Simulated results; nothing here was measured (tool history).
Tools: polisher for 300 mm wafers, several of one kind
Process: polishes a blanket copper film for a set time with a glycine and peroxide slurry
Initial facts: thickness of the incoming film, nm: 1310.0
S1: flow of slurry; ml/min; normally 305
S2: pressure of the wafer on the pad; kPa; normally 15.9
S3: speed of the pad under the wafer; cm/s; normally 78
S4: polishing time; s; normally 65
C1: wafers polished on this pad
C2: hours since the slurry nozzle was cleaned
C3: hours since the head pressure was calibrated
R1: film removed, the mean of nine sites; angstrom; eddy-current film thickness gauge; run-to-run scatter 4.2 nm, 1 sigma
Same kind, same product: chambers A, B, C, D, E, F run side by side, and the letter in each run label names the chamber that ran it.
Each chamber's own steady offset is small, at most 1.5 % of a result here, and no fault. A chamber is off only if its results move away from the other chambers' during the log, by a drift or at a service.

run	hour	S1	S2	S3	S4	C1	C2	C3	R1
1A	6.4	305	15.9	78	65	1230	78.7	288.6	2883.4
# hour 9.4: chamber A: worn pad replaced by a new one
# hour 12.2: chamber E: worn pad replaced by a new one
2F	12.7	305	15.9	78	65	887	143.3	1144.2	2887
3D	23.1	305	15.9	78	65	564	148.5	510.7	2981.7
4B	32.5	305	15.9	78	65	945	89.4	592	2895.6
# hour 38.7: chamber C: worn pad replaced by a new one
5C	42	305	15.9	78	65	41	61.8	718.2	2894.8
# hour 48.1: chamber D: worn pad replaced by a new one
6E	49.3	305	15.9	78	65	464	289.4	365.9	2879.7
# hour 50.4: chamber F: worn pad replaced by a new one
# hour 52.7: chamber F: slurry nozzle cleaned
7E	55.9	305	15.9	78	65	546	296	372.5	2834.8
8B	61.3	305	15.9	88	65	1305	118.2	620.8	3169.6
# hour 64: chamber B: head pressure recalibrated
9A	69.2	305	15.9	88	65	747	141.5	351.4	3023
10D	79.1	305	15.9	88	65	388	204.5	566.7	3268.6
# hour 80.2: chamber E: worn pad replaced by a new one
11C	89.2	305	15.9	88	65	631	109	765.4	3053.2
12F	98	305	15.9	88	65	595	45.4	1229.5	3222.9
13B	109.5	305	15.9	88	65	1907	166.4	45.6	3158.4
# hour 112.9: chamber F: head pressure recalibrated
# hour 116.3: chamber C: worn pad replaced by a new one
14A	119.7	305	15.9	78	65	1378	192	401.9	2895.5
# hour 124.3: chamber A: worn pad replaced by a new one
# hour 124.4: chamber D: worn pad replaced by a new one
15E	131.3	360	15.9	78	84	639	371.4	447.9	3773.8
16F	142.6	360	15.9	78	84	1152	90	29.7	3712.6
# hour 144.7: chamber F: worn pad replaced by a new one
17C	152.6	360	15.9	78	84	454	172.4	828.8	3732.8
18D	158.3	360	15.9	78	84	423	283.7	645.9	3795.4
19F	165.2	360	15.9	78	84	256	112.6	52.3	3895.4
# hour 167.1: chamber E: worn pad replaced by a new one
20B	172.6	360	15.9	78	84	2696	229.5	108.7	3697.8
21E	182.7	305	15.9	78	65	195	422.8	499.3	2928.7
22D	188.6	305	15.9	78	65	802	314	676.2	2916.3
23C	198	305	15.9	78	65	1021	217.8	874.2	2926.1
# hour 198.1: chamber C: worn pad replaced by a new one
# hour 202.1: chamber D: worn pad replaced by a new one
# hour 207.4: chamber C: slurry nozzle cleaned
24A	208.5	305	15.9	78	65	1053	280.8	490.7	2922.9
25E	216.5	305	15.9	78	65	618	456.6	533.1	2845.6
26F	223	305	15.9	78	65	978	170.4	110.1	2876.6
# hour 225.3: chamber A: worn pad replaced by a new one
# hour 230.4: chamber B: slurry nozzle cleaned
27B	234.3	305	15.9	78	65	3466	4	170.4	2781.4
28A	241.7	305	15.9	78	65	205	314	523.9	2820.4
29C	248.1	305	15.9	78	65	624	40.7	924.3	2871.7
# hour 249.9: chamber F: worn pad replaced by a new one
# hour 253.2: chamber F: slurry nozzle cleaned
# hour 253.4: chamber E: worn pad replaced by a new one
30D	254.6	305	15.9	78	65	656	380	742.2	2926.8
# hour 255.4: chamber A: slurry nozzle cleaned
31E	260.6	305	15.9	78	65	90	500.7	577.2	2869.5
# hour 271.4: chamber D: worn pad replaced by a new one
32A	272.1	305	15.9	78	65	585	16.8	554.3	2864.4
# hour 278.4: chamber C: worn pad replaced by a new one
33C	281	390	19.3	78	65	33	73.6	957.2	3370.1
34B	291	390	19.3	78	65	4175	60.7	227.1	3276
35F	300.9	390	19.3	78	65	638	47.8	188	3319
36D	309.4	390	19.3	78	65	475	434.8	797	3477.4
37A	318.8	390	19.3	78	65	1169	63.5	601	3434.6
38F	328	390	19.3	78	65	976	74.9	215.1	3347.8
# hour 330.8: chamber E: worn pad replaced by a new one
39E	339.5	305	15.9	96	55	109	579.6	656.1	2824.3
40D	350.1	305	15.9	96	55	984	475.5	837.7	2917.8
# hour 356.9: chamber C: worn pad replaced by a new one
41B	358.2	305	15.9	96	55	5014	127.9	294.3	2723.5
# hour 361.8: chamber F: worn pad replaced by a new one
42C	366.8	305	15.9	96	55	124	159.4	1043	2818.8
43E	373.3	305	15.9	96	55	532	613.4	689.9	2821.6
44F	381.9	305	15.9	96	55	251	128.8	269	2854.6

Decide between three cases: one chamber stands off from its peers, the gauge reading all wafers drifts, or nothing is wrong past each chamber's small offset. Where a chamber is off, say which and what most likely put it there.

One chamber, B, drifts off from the rest bit by bit.
What lies behind it: removal rate lost through wear of the pad, % = 8.87.
With only this log, it may be confused with: head's pressure below its setpoint, %.

Chamber B could run next with any of the 4 candidate recipes listed below; each alters the usual settings, and their results appear as question marks. Which one brings its results back in line with what the other chambers deliver on the usual settings?
In line here means within this much of the mean the other chambers give on the usual settings: R1 150 angstrom
45B-1	390.3	305	15.2	72	59				?
45B-2	390.3	300	14.5	78	65				?
45B-3	390.3	305	16.5	80	68				?
45B-4	390.3	305	15.9	100	65				?

On the usual settings, the other chambers give on average: R1 2880.9 angstrom
run	R1
45B-1	2209.2
45B-2	2486.7
45B-3	2938.6
45B-4	3224.7
45B-3 puts the chamber back in line with the other chambers.

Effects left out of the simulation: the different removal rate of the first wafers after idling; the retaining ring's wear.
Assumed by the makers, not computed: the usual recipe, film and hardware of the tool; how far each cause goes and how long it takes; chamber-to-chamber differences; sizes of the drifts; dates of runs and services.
